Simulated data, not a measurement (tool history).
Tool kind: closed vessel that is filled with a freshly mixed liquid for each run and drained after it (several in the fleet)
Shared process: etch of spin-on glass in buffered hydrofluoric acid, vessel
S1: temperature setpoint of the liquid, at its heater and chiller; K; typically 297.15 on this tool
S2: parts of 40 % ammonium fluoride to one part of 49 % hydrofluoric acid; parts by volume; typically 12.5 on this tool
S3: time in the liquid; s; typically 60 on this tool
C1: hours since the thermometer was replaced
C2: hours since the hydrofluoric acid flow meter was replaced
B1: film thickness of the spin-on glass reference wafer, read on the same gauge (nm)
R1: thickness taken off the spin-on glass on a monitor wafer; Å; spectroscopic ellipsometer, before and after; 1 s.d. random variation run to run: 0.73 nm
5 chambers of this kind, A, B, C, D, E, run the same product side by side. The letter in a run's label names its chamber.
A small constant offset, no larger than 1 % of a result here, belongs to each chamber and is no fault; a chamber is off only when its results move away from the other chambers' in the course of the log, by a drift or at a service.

run     day      S1    S2  S3      C1      C2      B1       R1
 1A   0.471  297.15  12.5  60  2305.2  1766.1  80.034  1187.20
 2E   0.771  297.15  12.5  60   838.6  1173.1  80.019  1192.10
 3B   1.192  297.15  12.5  60   662.8    42.6  80.021  1195.00
 4D   1.471  297.15  12.5  60  2482.7   190.7  80.004  1194.00
 5C   1.925  297.15  12.5  85   755.5   686.9  80.058  1674.10
 6E   2.162  297.15  12.5  85   872.0  1206.5  79.981  1685.30
 7A   2.571  297.15  12.5  85  2355.6  1816.5  79.998  1669.10
 8C   3.017  297.15  12.5  85   781.7   713.1  79.992  1658.20
 9D   3.479  297.15  12.5  85  2530.9   238.9  80.021  1689.60
10B   3.842  297.15  12.5  60   726.4   106.2  79.971  1185.10
11B   4.104  297.15  12.5  60   732.7   112.5  80.036  1189.40
12A   4.342  297.15  12.5  60  2398.1  1859.0  79.993  1184.40
      4.400  -- chamber B: thermometer replaced
13C   4.621  297.15  12.5  60   820.2   751.6  80.013  1158.30
14D   5.029  297.15  12.5  60  2568.1   276.1  79.996  1176.00
15E   5.446  299.15   8.5  60   950.8  1285.3  79.992  1864.60
16B   5.729  299.15   8.5  60    31.9   151.5  80.025  1875.80
17C   6.162  299.15   8.5  60   857.2   788.6  80.016  1830.50
      6.171  -- chamber A: thermometer replaced
18E   6.496  299.15   8.5  60   976.0  1310.5  79.949  1860.00
19A   6.804  299.15   8.5  60    15.2  1918.1  79.952  1889.50
20D   7.067  297.15  12.5  60  2617.0   325.0  80.014  1192.80
21B   7.367  297.15  12.5  60    71.2   190.8  79.994  1197.70
22D   7.829  297.15  12.5  60  2635.3   343.3  79.963  1205.30
      7.842  -- chamber A: hydrofluoric acid flow meter replaced
23A   8.300  297.15  12.5  60    51.1    11.1  80.046  1193.50
24E   8.700  297.15  12.5  60  1028.9  1363.4  79.983  1200.50
25C   8.912  292.65  12.5  35   923.2   854.6  79.984   511.74
26C   9.200  292.65  12.5  35   930.1   861.5  79.996   508.71
27E   9.579  292.65  12.5  35  1050.0  1384.5  79.991   541.69
28D   9.979  292.65  12.5  35  2686.9   394.9  80.006   541.02
29A  10.275  292.65  12.5  35    98.5    58.5  80.007   544.36
30B  10.529  297.15  12.5  60   147.1   266.7  80.019  1189.30
31A  10.962  300.65   8.5  60   115.0    75.0  80.013  2021.30
32C  11.338  300.65   8.5  60   981.4   912.8  79.966  1894.70
33D  11.588  300.65   8.5  60  2725.5   433.5  79.973  2031.80
34E  12.000  300.65   8.5  60  1108.1  1442.6  79.950  2018.20
35B  12.350  300.65   8.5  60   190.8   310.4  80.010  2037.60
36A  12.650  297.15  12.5  60   155.5   115.5  79.990  1185.40
37E  12.888  297.15  12.5  60  1129.4  1463.9  79.998  1197.10
38C  13.133  297.15  12.5  60  1024.5   955.9  80.004  1085.50

Has any chamber moved away from the others, gradually or after a service, or does the common gauge drift, or do the chambers differ only by their own small steady offsets? State the chamber and the most likely cause if one applies.

Little by little, chamber C moves away from the other chambers.
Likeliest cause: liquid colder than its thermometer reads (K) = 1.53.
From this log alone, it may not be told apart from: hydrofluoric acid flow below the setpoint (%).

Below are 4 candidate recipes for chamber C's next run, each the usual settings with a change, their results shown as question marks. Which of them brings C's results back in line with what the other chambers give on the usual settings?
Maximum distance from the other chambers' mean on the usual settings for a result to count as in line: R1 26.00 Å
39C-1  13.475  295.65  12.5  60               ?
39C-2  13.475  297.15  12.5  65               ?
39C-3  13.475  294.65  12.5  60               ?
39C-4  13.475  299.65  12.5  60               ?

Usual-settings mean across the other chambers: R1 1191.50 Å
  run       R1
39C-1  1005.90
39C-2  1184.10
39C-3   951.27
39C-4  1253.80
It is 39C-2 that realigns the chamber with its peers.

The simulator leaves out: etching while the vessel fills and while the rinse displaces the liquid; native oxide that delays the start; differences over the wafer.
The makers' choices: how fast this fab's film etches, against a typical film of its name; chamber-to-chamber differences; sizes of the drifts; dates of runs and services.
